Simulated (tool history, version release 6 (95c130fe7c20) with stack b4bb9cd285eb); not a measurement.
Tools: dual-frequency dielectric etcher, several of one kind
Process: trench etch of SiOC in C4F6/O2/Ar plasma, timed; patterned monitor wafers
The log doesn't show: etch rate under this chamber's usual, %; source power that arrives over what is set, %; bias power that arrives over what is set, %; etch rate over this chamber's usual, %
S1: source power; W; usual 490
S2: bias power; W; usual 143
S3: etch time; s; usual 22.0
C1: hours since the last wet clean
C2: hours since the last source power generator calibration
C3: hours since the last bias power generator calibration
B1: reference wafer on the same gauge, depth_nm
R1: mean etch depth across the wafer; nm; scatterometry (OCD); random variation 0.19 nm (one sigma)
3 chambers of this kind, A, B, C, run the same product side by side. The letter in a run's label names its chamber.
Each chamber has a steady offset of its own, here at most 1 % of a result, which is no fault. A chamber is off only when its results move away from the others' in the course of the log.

{"day": 0.15, "done": "chamber B: wet clean of the chamber"}
{"run": "1B", "day": 0.342, "S1": 490, "S2": 143, "S3": 22.0, "C1": 4.7, "C2": 5070.8, "C3": 1288.8, "B1": 38.217, "R1": 45.9}
{"run": "2A", "day": 0.721, "S1": 490, "S2": 143, "S3": 22.0, "C1": 145.5, "C2": 329.6, "C3": 2991.2, "B1": 38.22, "R1": 46.01}
{"run": "3C", "day": 1.375, "S1": 490, "S2": 143, "S3": 22.0, "C1": 333.2, "C2": 1389.9, "C3": 3352.5, "B1": 38.226, "R1": 46.751}
{"run": "4A", "day": 1.767, "S1": 490, "S2": 143, "S3": 22.0, "C1": 170.6, "C2": 354.7, "C3": 3016.3, "B1": 38.2, "R1": 46.09}
{"run": "5B", "day": 2.442, "S1": 490, "S2": 143, "S3": 22.0, "C1": 55.1, "C2": 5121.2, "C3": 1339.2, "B1": 38.211, "R1": 46.319}
{"run": "6C", "day": 2.771, "S1": 490, "S2": 143, "S3": 22.0, "C1": 366.7, "C2": 1423.4, "C3": 3386.0, "B1": 38.231, "R1": 46.337}
{"run": "7A", "day": 3.108, "S1": 490, "S2": 143, "S3": 22.0, "C1": 202.8, "C2": 386.9, "C3": 3048.5, "B1": 38.188, "R1": 45.89}
{"run": "8C", "day": 3.542, "S1": 490, "S2": 143, "S3": 22.0, "C1": 385.2, "C2": 1441.9, "C3": 3404.5, "B1": 38.228, "R1": 45.949}
{"run": "9B", "day": 3.975, "S1": 410, "S2": 143, "S3": 18.5, "C1": 91.9, "C2": 5158.0, "C3": 1376.0, "B1": 38.207, "R1": 36.005}
{"run": "10C", "day": 4.425, "S1": 410, "S2": 143, "S3": 18.5, "C1": 406.4, "C2": 1463.1, "C3": 3425.7, "B1": 38.217, "R1": 36.106}
{"run": "11B", "day": 5.071, "S1": 410, "S2": 143, "S3": 18.5, "C1": 118.2, "C2": 5184.3, "C3": 1402.3, "B1": 38.214, "R1": 35.702}
{"run": "12A", "day": 5.675, "S1": 490, "S2": 143, "S3": 22.0, "C1": 264.4, "C2": 448.5, "C3": 3110.1, "B1": 38.201, "R1": 46.322}
{"run": "13C", "day": 6.25, "S1": 490, "S2": 143, "S3": 22.0, "C1": 450.2, "C2": 1506.9, "C3": 3469.5, "B1": 38.218, "R1": 46.303}
{"run": "14B", "day": 6.571, "S1": 490, "S2": 143, "S3": 22.0, "C1": 154.2, "C2": 5220.3, "C3": 1438.3, "B1": 38.225, "R1": 45.899}
{"run": "15A", "day": 6.962, "S1": 410, "S2": 173, "S3": 22.0, "C1": 295.3, "C2": 479.4, "C3": 3141.0, "B1": 38.206, "R1": 45.808}
{"run": "16C", "day": 7.488, "S1": 410, "S2": 173, "S3": 22.0, "C1": 479.9, "C2": 1536.6, "C3": 3499.2, "B1": 38.224, "R1": 45.618}
{"run": "17A", "day": 8.133, "S1": 410, "S2": 173, "S3": 22.0, "C1": 323.4, "C2": 507.5, "C3": 3169.1, "B1": 38.208, "R1": 45.811}
{"day": 8.371, "done": "chamber C: source power generator calibrated"}
{"run": "18B", "day": 8.45, "S1": 490, "S2": 143, "S3": 22.0, "C1": 199.3, "C2": 5265.4, "C3": 1483.4, "B1": 38.205, "R1": 46.061}
{"run": "19A", "day": 8.838, "S1": 490, "S2": 143, "S3": 17.0, "C1": 340.3, "C2": 524.4, "C3": 3186.0, "B1": 38.197, "R1": 35.652}
{"run": "20B", "day": 9.5, "S1": 490, "S2": 143, "S3": 17.0, "C1": 224.5, "C2": 5290.6, "C3": 1508.6, "B1": 38.19, "R1": 35.619}
{"run": "21C", "day": 10.033, "S1": 490, "S2": 143, "S3": 17.0, "C1": 541.0, "C2": 39.9, "C3": 3560.3, "B1": 38.202, "R1": 35.94}
{"run": "22C", "day": 10.571, "S1": 490, "S2": 143, "S3": 22.0, "C1": 553.9, "C2": 52.8, "C3": 3573.2, "B1": 38.175, "R1": 46.118}
{"day": 10.775, "done": "chamber A: wet clean of the chamber"}
{"run": "23B", "day": 11.233, "S1": 490, "S2": 143, "S3": 22.0, "C1": 266.1, "C2": 5332.2, "C3": 1550.2, "B1": 38.182, "R1": 46.047}
{"run": "24A", "day": 11.583, "S1": 490, "S2": 143, "S3": 22.0, "C1": 19.4, "C2": 590.3, "C3": 3251.9, "B1": 38.169, "R1": 44.372}
{"run": "25A", "day": 11.917, "S1": 490, "S2": 143, "S3": 22.0, "C1": 27.4, "C2": 598.3, "C3": 3259.9, "B1": 38.221, "R1": 43.927}
{"run": "26C", "day": 12.504, "S1": 490, "S2": 143, "S3": 22.0, "C1": 600.3, "C2": 99.2, "C3": 3619.6, "B1": 38.191, "R1": 46.344}
{"run": "27B", "day": 13.042, "S1": 490, "S2": 143, "S3": 22.0, "C1": 309.5, "C2": 5375.6, "C3": 1593.6, "B1": 38.211, "R1": 46.136}
{"run": "28C", "day": 13.675, "S1": 490, "S2": 143, "S3": 22.0, "C1": 628.4, "C2": 127.3, "C3": 3647.7, "B1": 38.204, "R1": 46.089}
{"run": "29A", "day": 14.117, "S1": 490, "S2": 143, "S3": 22.0, "C1": 80.2, "C2": 651.1, "C3": 3312.7, "B1": 38.204, "R1": 43.952}
{"run": "30B", "day": 14.629, "S1": 490, "S2": 143, "S3": 22.0, "C1": 347.6, "C2": 5413.7, "C3": 1631.7, "B1": 38.176, "R1": 45.831}
{"run": "31B", "day": 14.954, "S1": 580, "S2": 112, "S3": 22.0, "C1": 355.4, "C2": 5421.5, "C3": 1639.5, "B1": 38.167, "R1": 45.474}
{"run": "32A", "day": 15.462, "S1": 580, "S2": 112, "S3": 22.0, "C1": 112.5, "C2": 683.4, "C3": 3345.0, "B1": 38.208, "R1": 44.106}
{"run": "33C", "day": 16.146, "S1": 580, "S2": 112, "S3": 22.0, "C1": 687.7, "C2": 186.6, "C3": 3707.0, "B1": 38.208, "R1": 46.209}
{"run": "34A", "day": 16.479, "S1": 490, "S2": 143, "S3": 22.0, "C1": 136.9, "C2": 707.8, "C3": 3369.4, "B1": 38.183, "R1": 44.281}
{"day": 16.896, "done": "chamber C: wet clean of the chamber"}
{"run": "35B", "day": 17.112, "S1": 490, "S2": 143, "S3": 22.0, "C1": 407.2, "C2": 5473.3, "C3": 1691.3, "B1": 38.179, "R1": 46.264}
{"run": "36C", "day": 17.742, "S1": 490, "S2": 131, "S3": 19.0, "C1": 20.4, "C2": 224.9, "C3": 3745.3, "B1": 38.179, "R1": 39.343}

Next, every chamber runs the same settings. What will each give?
{"run": "37A", "day": 18.233, "S1": 490, "S2": 143, "S3": 22.0, "R1": "?"}
{"run": "37B", "day": 18.233, "S1": 490, "S2": 143, "S3": 22.0, "R1": "?"}
{"run": "37C", "day": 18.233, "S1": 490, "S2": 143, "S3": 22.0, "R1": "?"}

run=37A R1=44.087
run=37B R1=45.946
run=37C R1=46.599
